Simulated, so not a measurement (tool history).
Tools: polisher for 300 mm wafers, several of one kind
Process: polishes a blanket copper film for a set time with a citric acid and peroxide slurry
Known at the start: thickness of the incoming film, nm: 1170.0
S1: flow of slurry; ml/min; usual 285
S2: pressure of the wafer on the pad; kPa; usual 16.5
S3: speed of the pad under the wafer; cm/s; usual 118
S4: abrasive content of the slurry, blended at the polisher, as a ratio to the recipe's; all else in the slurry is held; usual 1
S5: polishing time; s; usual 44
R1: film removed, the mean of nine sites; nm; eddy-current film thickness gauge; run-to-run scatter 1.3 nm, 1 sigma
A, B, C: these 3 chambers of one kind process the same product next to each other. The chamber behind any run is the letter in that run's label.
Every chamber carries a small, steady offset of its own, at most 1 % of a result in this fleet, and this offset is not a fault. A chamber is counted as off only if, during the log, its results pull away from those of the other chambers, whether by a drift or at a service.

Run 1C, day 0.183: usual settings. Result: R1 86.37 nm.
Run 2A, day 0.508: usual settings. Result: R1 85.961 nm.
At day 0.529: chamber A: worn pad replaced by a new one.
Run 3B, day 0.738: usual settings. Result: R1 86.699 nm.
At day 0.925: chamber C: worn pad replaced by a new one.
Run 4B, day 1.054: usual settings. Result: R1 86.295 nm.
Run 5C, day 1.408: usual settings. Result: R1 87.462 nm.
Run 6A, day 1.638: usual settings. Result: R1 84.903 nm.
Run 7C, day 1.842: usual settings. Result: R1 87.328 nm.
Run 8A, day 2.088: usual settings. Result: R1 85.614 nm.
Run 9B, day 2.446: usual settings. Result: R1 88.559 nm.
At day 2.558: chamber A: worn pad replaced by a new one.
Run 10C, day 2.712: usual settings. Result: R1 87.794 nm.
Run 11B, day 2.896: usual settings. Result: R1 88.615 nm.
Run 12A, day 3.246: usual settings. Result: R1 86.442 nm.
Run 13B, day 3.533: usual settings. Result: R1 84.604 nm.
Run 14C, day 3.812: usual settings. Result: R1 88.042 nm.
Run 15A, day 4.1: usual settings but S1 365 ml/min. Result: R1 85.94 nm.
At day 4.304: chamber C: worn pad replaced by a new one.
At day 4.504: chamber A: slurry nozzle cleaned.
Run 16B, day 4.504: usual settings but S1 365 ml/min. Result: R1 85.683 nm.
Run 17C, day 4.75: usual settings but S1 365 ml/min. Result: R1 86.723 nm.
At day 4.779: chamber A: worn pad replaced by a new one.
Run 18A, day 5.117: usual settings. Result: R1 85.092 nm.
Run 19C, day 5.438: usual settings. Result: R1 88.295 nm.
Run 20A, day 5.733: usual settings. Result: R1 87.263 nm.
Run 21B, day 5.996: usual settings. Result: R1 79.222 nm.
Run 22B, day 6.362: usual settings. Result: R1 79.923 nm.
At day 6.525: chamber A: head pressure recalibrated.
Run 23C, day 6.558: usual settings. Result: R1 85.657 nm.
Run 24A, day 6.896: usual settings. Result: R1 86.745 nm.
At day 6.908: chamber A: worn pad replaced by a new one.
Run 25A, day 7.167: usual settings. Result: R1 84.768 nm.

Read the log: is a single chamber off, either drifting away or since a service, is the gauge that measures every chamber drifting, or is nothing wrong beyond small per-chamber offsets? Name any odd chamber and what most likely caused it.

Little by little, chamber B moves away from the other chambers.
Cause: removal rate lost through wear of the pad, % = 11.5.
The log may not tell that from: head's pressure below its setpoint, %.

Here are 4 candidates for chamber B's next run, each the usual settings with a change, their results left as question marks. Which one brings its results back in line with what the others give on the usual settings?
Counts as in line when no further than this from what the other chambers average on the usual settings: R1 4.4 nm
Run 26B-1, day 7.458: usual settings but S2 15.2 kPa, S3 108 cm/s, S5 41 s. Result: R1 ?.
Run 26B-2, day 7.458: usual settings but S2 17.9 kPa, S3 128 cm/s, S5 47 s. Result: R1 ?.
Run 26B-3, day 7.458: usual settings but S2 15.9 kPa, S3 114 cm/s, S5 42 s. Result: R1 ?.
Run 26B-4, day 7.458: usual settings but S1 290 ml/min, S2 18.6 kPa. Result: R1 ?.

Mean of the other chambers on the usual settings: R1 85.714 nm
  run      R1
26B-1  60.518
26B-2  96.062
26B-3  68.161
26B-4   86.32
The right change is 26B-4: it brings the chamber back within the allowed miss of the others.
